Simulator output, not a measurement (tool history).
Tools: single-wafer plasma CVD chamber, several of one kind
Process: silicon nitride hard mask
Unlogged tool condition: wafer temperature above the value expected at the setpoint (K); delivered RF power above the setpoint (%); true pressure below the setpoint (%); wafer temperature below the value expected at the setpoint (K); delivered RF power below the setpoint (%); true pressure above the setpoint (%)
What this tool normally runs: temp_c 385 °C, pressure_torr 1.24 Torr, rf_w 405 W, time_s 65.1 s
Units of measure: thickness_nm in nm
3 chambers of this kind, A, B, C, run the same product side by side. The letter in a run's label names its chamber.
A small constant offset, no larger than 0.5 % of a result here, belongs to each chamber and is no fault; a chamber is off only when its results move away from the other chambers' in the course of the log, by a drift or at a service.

run,day,temp_c,pressure_torr,rf_w,time_s,hours since the last thermocouple change,hours since the last RF generator calibration,hours since the last manometer calibration,"read-back reference wafer on the same gauge, thickness_nm",thickness_nm
1C,0.338,385,1.24,405,65.1,1788.5,1484.1,790.8,68.489,85.276
2A,0.796,385,1.24,405,65.1,379.7,259.1,1288.7,68.488,84.225
3B,1.242,385,1.24,405,65.1,479.2,802.4,1354.7,68.519,83.559
4C,1.658,385,1.24,405,65.1,1820.2,1515.8,822.5,68.502,84.029
5B,2.05,385,1.24,405,65.1,498.6,821.8,1374.1,68.555,84.536
6A,2.379,373,1.4,405,65.1,417.7,297.1,1326.7,68.447,87.71
7C,2.829,373,1.4,405,65.1,1848.3,1543.9,850.6,68.577,88.124
8B,3.221,373,1.4,405,65.1,526.7,849.9,1402.2,68.51,86.914
9A,3.479,385,1.24,405,65.1,444.1,323.5,1353.1,68.472,84.419
10A,3.846,395,1.24,405,70.2,452.9,332.3,1361.9,68.546,89.957
11B,4.246,395,1.24,405,70.2,551.3,874.5,1426.8,68.561,89.677
12C,4.608,395,1.24,405,70.2,1891,1586.6,893.3,68.525,90.687
13A,4.875,385,1.24,405,65.1,477.6,357,1386.6,68.545,84.071
14C,5.271,385,1.24,405,65.1,1906.9,1602.5,909.2,68.491,85.367
15B,5.575,385,1.24,405,65.1,583.2,906.4,1458.7,68.481,82.779
16C,5.792,385,1.24,405,65.1,1919.4,1615,921.7,68.481,84.397
17B,6.221,385,1.24,405,65.1,598.7,921.9,1474.2,68.509,82.117
# day 6.588: chamber C: thermocouple changed; heater temperature recalibrated
18A,6.633,385,1.24,405,65.1,519.8,399.2,1428.8,68.477,83.568
19A,6.908,385,1.24,405,65.1,526.4,405.8,1435.4,68.529,83.938
20C,7.321,385,1.24,405,65.1,17.6,1651.7,958.4,68.484,84.837
21B,7.633,385,1.24,405,59.9,632.6,955.8,1508.1,68.58,75.719
22A,8.029,385,1.24,405,59.9,553.3,432.7,1462.3,68.575,77.126
23B,8.429,385,1.24,405,59.9,651.7,974.9,1527.2,68.505,75.042
24C,8.8,385,1.24,405,65.1,53.1,1687.2,993.9,68.483,84.945
25A,9.142,385,1.24,405,65.1,580,459.4,1489,68.541,84.677
26C,9.525,385,1.24,405,65.1,70.5,1704.6,1011.3,68.528,84.415
27B,9.879,385,1.24,405,65.1,686.5,1009.7,1562,68.529,81.791
28C,10.221,370,1.24,350,65.1,87.2,1721.3,1028,68.472,78.059
29A,10.517,370,1.24,350,65.1,613,492.4,1522,68.52,77.469
30B,10.833,370,1.24,350,65.1,709.4,1032.6,1584.9,68.584,73.504
31B,11.054,385,1.24,405,65.1,714.7,1037.9,1590.2,68.504,80.358

Next, all 3 chambers run the settings below, one line each with question marks for the results. What does each chamber give?
32A,11.383,385,1.24,405,65.1,,,,,?
32B,11.383,385,1.24,405,65.1,,,,,?
32C,11.383,385,1.24,405,65.1,,,,,?

run,thickness_nm
32A,83.99
32B,80.473
32C,84.15

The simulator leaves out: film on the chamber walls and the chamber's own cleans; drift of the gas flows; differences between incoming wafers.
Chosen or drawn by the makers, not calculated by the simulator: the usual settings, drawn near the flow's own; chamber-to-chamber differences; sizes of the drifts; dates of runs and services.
